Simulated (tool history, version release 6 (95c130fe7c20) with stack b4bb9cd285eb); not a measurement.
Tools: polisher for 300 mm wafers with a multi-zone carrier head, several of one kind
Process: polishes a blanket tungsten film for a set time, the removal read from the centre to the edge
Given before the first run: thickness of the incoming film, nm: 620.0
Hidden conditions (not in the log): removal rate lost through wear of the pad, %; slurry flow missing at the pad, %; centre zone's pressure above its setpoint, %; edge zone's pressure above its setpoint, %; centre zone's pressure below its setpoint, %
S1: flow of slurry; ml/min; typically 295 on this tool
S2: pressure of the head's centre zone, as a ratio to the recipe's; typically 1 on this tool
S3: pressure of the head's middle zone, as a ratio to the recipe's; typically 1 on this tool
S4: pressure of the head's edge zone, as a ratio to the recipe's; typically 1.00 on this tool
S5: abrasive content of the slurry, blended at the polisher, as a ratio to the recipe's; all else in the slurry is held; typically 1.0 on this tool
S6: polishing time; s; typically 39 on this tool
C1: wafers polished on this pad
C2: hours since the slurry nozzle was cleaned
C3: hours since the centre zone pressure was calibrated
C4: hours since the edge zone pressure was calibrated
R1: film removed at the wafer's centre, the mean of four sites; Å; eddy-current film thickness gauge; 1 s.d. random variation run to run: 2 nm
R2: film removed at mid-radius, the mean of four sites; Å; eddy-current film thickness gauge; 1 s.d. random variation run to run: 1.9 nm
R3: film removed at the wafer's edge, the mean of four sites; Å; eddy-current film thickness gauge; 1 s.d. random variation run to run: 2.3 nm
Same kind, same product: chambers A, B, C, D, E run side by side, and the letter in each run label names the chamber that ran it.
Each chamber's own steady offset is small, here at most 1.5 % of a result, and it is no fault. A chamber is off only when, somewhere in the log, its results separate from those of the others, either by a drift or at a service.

run   hour   S1  S2  S3    S4   S5  S6    C1     C2      C3      C4      R1      R2      R3
       1.0  -- chamber B: worn pad replaced by a new one
 1E    3.9  295   1   1  1.00  1.0  39   267  188.8   587.3   305.6  2074.2  2104.6  2026.3
 2A    9.5  295   1   1  1.00  1.0  39   718  165.8   123.7   993.1  2090.6  2034.2  2035.6
      12.8  -- chamber A: worn pad replaced by a new one
 3C   13.0  295   1   1  1.00  1.0  39   716  194.4   137.5   159.2  2025.6  2017.0  2070.3
      16.5  -- chamber D: worn pad replaced by a new one
      18.0  -- chamber C: worn pad replaced by a new one
 4D   19.8  295   1   1  1.00  1.0  39    50  470.2  1022.5   765.8  2053.8  2049.0  2055.4
 5B   26.2  295   1   1  1.00  1.0  39   378  525.8    96.1   881.4  2036.0  2036.0  2001.2
 6A   29.4  295   1   1  1.00  1.0  39   248  185.7   143.6  1013.0  2046.6  2075.4  2044.5
 7E   32.6  295   1   1  1.00  1.0  39   697  217.5   616.0   334.3  2006.3  2043.4  2046.2
 8C   37.9  295   1   1  1.00  1.0  39   298  219.3   162.4   184.1  2070.2  2013.1  2060.7
 9D   42.2  295   1   1  1.00  1.0  39   386  492.6  1044.9   788.2  2050.6  2056.0  2078.3
      42.6  -- chamber E: worn pad replaced by a new one
10B   45.9  295   1   1  1.00  1.0  39   673  545.5   115.8   901.1  2037.6  2023.7  2060.4
11D   52.1  295   1   1  1.00  1.0  39   534  502.5  1054.8   798.1  2033.1  2039.3  2071.1
12A   57.5  295   1   1  1.00  1.0  39   670  213.8   171.7  1041.1  2057.0  2104.8  2037.7
13C   62.0  295   1   1  0.92  1.0  26   659  243.4   186.5   208.2  1387.4  1376.6  1326.4
      64.7  -- chamber B: worn pad replaced by a new one
      64.7  -- chamber C: worn pad replaced by a new one
14B   67.9  295   1   1  0.92  1.0  26    48  567.5   137.8   923.1  1354.8  1409.2  1287.6
      71.1  -- chamber A: worn pad replaced by a new one
15E   74.6  295   1   1  0.92  1.0  26   481  259.5   658.0   376.3  1376.9  1378.2  1309.4
16E   80.5  295   1   1  0.92  1.0  26   569  265.4   663.9   382.2  1353.5  1364.5  1300.3
      82.9  -- chamber D: worn pad replaced by a new one
17D   84.0  295   1   1  0.92  1.0  26    17  534.4  1086.7   830.0  1371.8  1368.2  1313.5
      86.9  -- chamber B: slurry nozzle cleaned
18C   88.1  295   1   1  1.00  1.0  39   352  269.5   212.6   234.3  2050.2  2048.6  2096.0
      90.5  -- chamber E: worn pad replaced by a new one
19A   94.9  295   1   1  1.00  1.0  39   357  251.2   209.1  1078.5  2065.8  2065.0  2043.0
      96.2  -- chamber D: centre zone pressure recalibrated
20B   99.2  295   1   1  1.00  1.0  39   517   12.3   169.1   954.4  2093.6  2050.6  2042.1
21A  105.9  295   1   1  1.00  1.0  39   522  262.2   220.1  1089.5  2042.1  2053.4  2061.8
22E  110.7  295   1   1  1.00  1.0  39   303  295.6   694.1   412.4  2043.9  2070.2  2051.7
     112.9  -- chamber A: edge zone pressure recalibrated
     114.5  -- chamber C: worn pad replaced by a new one
     115.7  -- chamber B: edge zone pressure recalibrated
23B  116.9  295   1   1  1.00  1.0  39   782   30.0   186.8     1.3  2045.1  2073.2  2073.5
24D  120.4  295   1   1  1.00  1.0  39   562  570.8    24.3   866.4  1922.4  2050.1  2055.9
     123.1  -- chamber B: worn pad replaced by a new one
     124.4  -- chamber A: worn pad replaced by a new one
25C  125.3  295   1   1  1.00  1.0  39   162  306.7   249.8   271.5  2032.5  2069.9  2109.3
26B  128.8  295   1   1  1.00  1.0  39    86   41.9   198.7    13.2  2081.8  2099.9  2048.6
27A  135.1  295   1   1  1.00  1.0  39   160  291.4   249.3    22.3  2080.8  2041.7  2064.0
28E  141.5  295   1   1  1.00  1.0  45   764  326.4   724.9   443.2  2348.3  2361.3  2368.4
29C  145.5  295   1   1  1.00  1.0  45   464  326.9   270.0   291.7  2386.0  2356.2  2393.4
     146.1  -- chamber E: worn pad replaced by a new one
     149.5  -- chamber C: slurry nozzle cleaned
30D  151.0  295   1   1  1.00  1.0  45  1021  601.4    54.9   897.0  2213.6  2373.9  2327.7
     153.5  -- chamber D: worn pad replaced by a new one
31A  154.3  295   1   1  1.00  1.0  45   448  310.6   268.5    41.5  2399.8  2401.0  2365.4
32C  157.5  295   1   1  1.00  1.0  45   644    8.1   282.0   303.7  2392.8  2295.9  2390.5
     158.5  -- chamber C: worn pad replaced by a new one
33B  163.3  295   1   1  1.00  1.0  39   603   76.4   233.2    47.7  2053.0  2091.0  2067.5
34E  169.8  295   1   1  1.00  1.0  27   356  354.7   753.2   471.5  1430.5  1417.9  1411.8
     170.3  -- chamber E: slurry nozzle cleaned
35D  174.1  295   1   1  1.00  1.0  27   309  624.5    78.0   920.1  1337.2  1407.6  1396.0
36A  179.7  295   1   1  1.00  1.0  27   829  336.0   293.9    66.9  1406.0  1404.5  1424.8
37C  184.8  295   1   1  1.00  1.0  27   394   35.4   309.3   331.0  1423.5  1412.2  1438.1
38D  188.0  295   1   1  1.00  1.0  27   518  638.4    91.9   934.0  1336.0  1395.6  1385.6
     189.3  -- chamber A: worn pad replaced by a new one
     189.9  -- chamber B: worn pad replaced by a new one
39E  192.0  295   1   1  1.00  1.0  39   689   21.8   775.4   493.7  2045.5  2068.2  2049.0
40B  195.4  295   1   1  1.00  1.0  39    83  108.5   265.3    79.8  2048.1  2079.3  2037.9
41A  200.1  295   1   1  1.00  1.0  39   162  356.4   314.3    87.3  2060.4  2080.1  2069.2
42D  203.8  295   1   1  1.00  1.0  39   755  654.2   107.7   949.8  1938.7  2041.7  2046.2

For the next run the whole fleet of 5 chambers uses the same settings. Give each chamber's results:
43A  209.0  295   1   1  1.00  0.7  39                   ?   ?   ?
43B  209.0  295   1   1  1.00  0.7  39                   ?   ?   ?
43C  209.0  295   1   1  1.00  0.7  39                   ?   ?   ?
43D  209.0  295   1   1  1.00  0.7  39                   ?   ?   ?
43E  209.0  295   1   1  1.00  0.7  39                   ?   ?   ?

run      R1      R2      R3
43A  1876.9  1916.0  1903.7
43B  1961.8  1892.4  1920.8
43C  1910.2  1856.4  1869.6
43D  1781.9  1877.7  1886.6
43E  1859.6  1884.2  1865.8
